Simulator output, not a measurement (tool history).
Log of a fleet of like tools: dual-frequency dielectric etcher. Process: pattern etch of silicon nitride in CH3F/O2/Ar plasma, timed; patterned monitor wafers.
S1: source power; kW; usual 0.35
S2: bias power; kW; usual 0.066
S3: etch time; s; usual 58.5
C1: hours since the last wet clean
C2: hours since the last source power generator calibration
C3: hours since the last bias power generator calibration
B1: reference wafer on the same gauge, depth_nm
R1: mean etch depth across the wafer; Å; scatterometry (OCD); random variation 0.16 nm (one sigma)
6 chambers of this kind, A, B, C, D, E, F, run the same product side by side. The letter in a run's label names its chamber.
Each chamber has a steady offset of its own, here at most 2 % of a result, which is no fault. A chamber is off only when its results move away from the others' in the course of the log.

run    day    S1     S2    S3     C1      C2      C3      B1      R1
 1F  0.192  0.35  0.066  58.5   60.9  3680.3  3429.5  33.625  379.93
 2B  0.479  0.35  0.066  58.5  141.3   176.7  1282.6  33.569  376.47
 3D  0.779  0.35  0.066  58.5  202.3  1662.9  4502.6  33.613  378.31
 4A   1.05  0.35  0.066  58.5  330.8  1193.1   730.2    33.6  373.24
 5C  1.342  0.35  0.066  58.5  151.2  3687.9  1127.7  33.576  377.41
 6E  1.608  0.35  0.066  58.5   89.9  3028.7   237.6  33.608  372.37
 7B  1.788  0.35  0.066  58.5  172.7   208.1    1314   33.59  377.92
 8F  2.033  0.35  0.066  58.5  105.1  3724.5  3473.7  33.592  377.74
      2.15  -- chamber D: bias power generator calibrated
 9C  2.179  0.35  0.066    51  171.3    3708  1147.8  33.587  327.31
10E  2.454  0.35  0.066    51  110.2    3049   257.9  33.581  322.16
11A  2.758  0.35  0.066    51  371.8  1234.1   771.2  33.613  326.49
12D    2.9  0.35  0.066    51  253.2  1713.8    18.1   33.58  329.07
13D  3.175  0.35  0.066    51  259.8  1720.4    24.7  33.614  329.02
14F  3.408  0.35  0.066    51  138.1  3757.5  3506.7  33.607  328.22
15E  3.562  0.35  0.066  58.5  136.8  3075.6   284.5  33.633  373.52
16A   3.75  0.35  0.066  58.5  395.6  1257.9     795  33.614  372.04
17C  3.921  0.35  0.066  58.5  213.1  3749.8  1189.6  33.606  376.98
18B   4.15  0.35  0.066  58.5  229.4   264.8  1370.7  33.598  377.57
19B  4.379  0.35  0.066  58.5  234.9   270.3  1376.2  33.635   382.3
20C  4.554  0.35  0.066  58.5  228.3    3765  1204.8  33.584  377.12
21A  4.729  0.35  0.066  58.5  419.1  1281.4   818.5  33.615     375
22F  4.975  0.35  0.066  58.5  175.7  3795.1  3544.3  33.608  379.09
23E  5.146  0.35  0.066  58.5  174.8  3113.6   322.5  33.615  373.18
24D  5.417  0.35  0.066  58.5  313.6  1774.2    78.5  33.634  375.41
25B  5.621  0.35  0.066  58.5  264.7   300.1    1406  33.556  377.82
26E  5.875  0.35  0.066  58.5  192.3  3131.1     340  33.596  370.61
27C  6.146  0.32  0.066    47  266.5  3803.2    1243   33.62   291.9
28D  6.292  0.32  0.066    47  334.6  1795.2    99.5  33.623  292.47
29F  6.508  0.32  0.066    47  212.5  3831.9  3581.1  33.591   291.8
30A  6.808  0.32  0.066    47    469  1331.3   868.4  33.595  291.18
31B  6.962  0.32  0.066    47  296.9   332.3  1438.2  33.608  293.88
32D  7.221  0.32  0.066    47  356.9  1817.5   121.8  33.571  291.35
33E  7.383  0.35  0.066  58.5  228.5  3167.3   376.2  33.634  371.25
34C  7.596  0.35  0.066  58.5  301.3    3838  1277.8  33.631   375.5
35A  7.921  0.35  0.066  58.5  495.7    1358   895.1  33.614  372.63
36F  8.192  0.35  0.066  58.5  252.9  3872.3  3621.5  33.608  376.12
37E  8.392  0.35  0.066  58.5  252.7  3191.5   400.4  33.605  371.63

All 6 chambers run these settings next. Forecast each chamber's results:
38A  8.625  0.3  0.066  58.5                   ?
38B  8.625  0.3  0.066  58.5                   ?
38C  8.625  0.3  0.066  58.5                   ?
38D  8.625  0.3  0.066  58.5                   ?
38E  8.625  0.3  0.066  58.5                   ?
38F  8.625  0.3  0.066  58.5                   ?

run      R1
38A  348.65
38B  356.31
38C  355.61
38D  354.44
38E  352.73
38F  355.66
